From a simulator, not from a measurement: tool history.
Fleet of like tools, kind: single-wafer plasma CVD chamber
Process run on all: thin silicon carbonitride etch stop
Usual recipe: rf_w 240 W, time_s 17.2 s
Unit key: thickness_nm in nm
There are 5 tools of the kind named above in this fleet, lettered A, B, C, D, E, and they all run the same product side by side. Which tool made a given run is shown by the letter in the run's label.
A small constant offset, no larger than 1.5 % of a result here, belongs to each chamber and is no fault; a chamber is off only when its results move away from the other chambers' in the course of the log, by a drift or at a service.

run   hour  rf_w  time_s  hours since the last thermocouple change  hours since the last RF generator calibration  read-back reference wafer on the same gauge, thickness_nm  thickness_nm
 1E    2.9   240    17.2                                     434.2                                         1219.5                                                     8.6974        10.263
       3.5  -- chamber D: thermocouple changed; heater temperature recalibrated
 2C    9.2   240    17.2                                    1053.8                                         1332.2                                                     8.6985        10.472
 3D   14.4   240    17.2                                      10.9                                           34.6                                                     8.6968        10.346
 4B   19.6   240    17.2                                     973.3                                          661.9                                                     8.6966        10.296
 5A   25.9   240    17.2                                    2210.3                                          633.1                                                      8.693         10.31
 6A   30.8   240    17.2                                    2215.2                                            638                                                     8.6918        10.307
 7B     37   240    17.2                                     990.7                                          679.3                                                       8.69        10.305
 8D   43.1   240    17.2                                      39.6                                           63.3                                                     8.6879        10.325
 9C   46.5   240    17.2                                    1091.1                                         1369.5                                                     8.6878        10.467
10E   52.1   240    17.2                                     483.4                                         1268.7                                                     8.6873        10.257
11E   55.6   240    17.2                                     486.9                                         1272.2                                                     8.6847        10.268
12D   62.3   240    17.2                                      58.8                                           82.5                                                     8.6844        10.311
13A   65.5   240    17.2                                    2249.9                                          672.7                                                     8.6844        10.262
      70.2  -- chamber A: thermocouple changed; heater temperature recalibrated
14C   71.9   240    17.2                                    1116.5                                         1394.9                                                     8.6793        10.453
15B   75.6   240    17.2                                    1029.3                                          717.9                                                     8.6795        10.285
16D   82.1   240    17.2                                      78.6                                          102.3                                                     8.6784        10.316
17E     87   240    17.2                                     518.3                                         1303.6                                                     8.6758        10.254
18C   92.6   240    17.2                                    1137.2                                         1415.6                                                     8.6754        10.439
19B   99.3   275    15.3                                      1053                                          741.6                                                     8.6753        9.5411
20A  103.3   275    15.3                                      33.1                                          710.5                                                     8.6731        9.5116
21B  109.8   275    15.3                                    1063.5                                          752.1                                                     8.6717        9.5291
22E  113.2   275    15.3                                     544.5                                         1329.8                                                      8.671        9.4996
23C  118.2   275    15.3                                    1162.8                                         1441.2                                                     8.6692        9.6782
24A  123.6   240    17.2                                      53.4                                          730.8                                                     8.6695        10.265
25D  128.3   240    17.2                                     124.8                                          148.5                                                     8.6687        10.288
26A  131.3   240    17.2                                      61.1                                          738.5                                                     8.6654        10.263
27B  134.7   240    17.2                                    1088.4                                            777                                                     8.6655        10.274
28E    140   240    17.2                                     571.3                                         1356.6                                                     8.6659        10.232
29D  143.9   240    17.2                                     140.4                                          164.1                                                     8.6622        10.283
30C  147.7   270    14.4                                    1192.3                                         1470.7                                                     8.6653        9.0346
31E    152   270    14.4                                     583.3                                         1368.6                                                     8.6602        8.8704
32B  155.4   270    14.4                                    1109.1                                          797.7                                                     8.6611        8.9081
33C  161.3   270    14.4                                    1205.9                                         1484.3                                                     8.6602          9.04
34A  164.7   270    14.4                                      94.5                                          771.9                                                     8.6593        8.9108

All chambers now run identical settings, listed one chamber a line with results as question marks. What results will each chamber show?
35A  169.6   240    17.2                                                                                                                                                                 ?
35B  169.6   240    17.2                                                                                                                                                                 ?
35C  169.6   240    17.2                                                                                                                                                                 ?
35D  169.6   240    17.2                                                                                                                                                                 ?
35E  169.6   240    17.2                                                                                                                                                                 ?

run  thickness_nm
35A        10.256
35B        10.259
35C        10.436
35D        10.297
35E        10.225
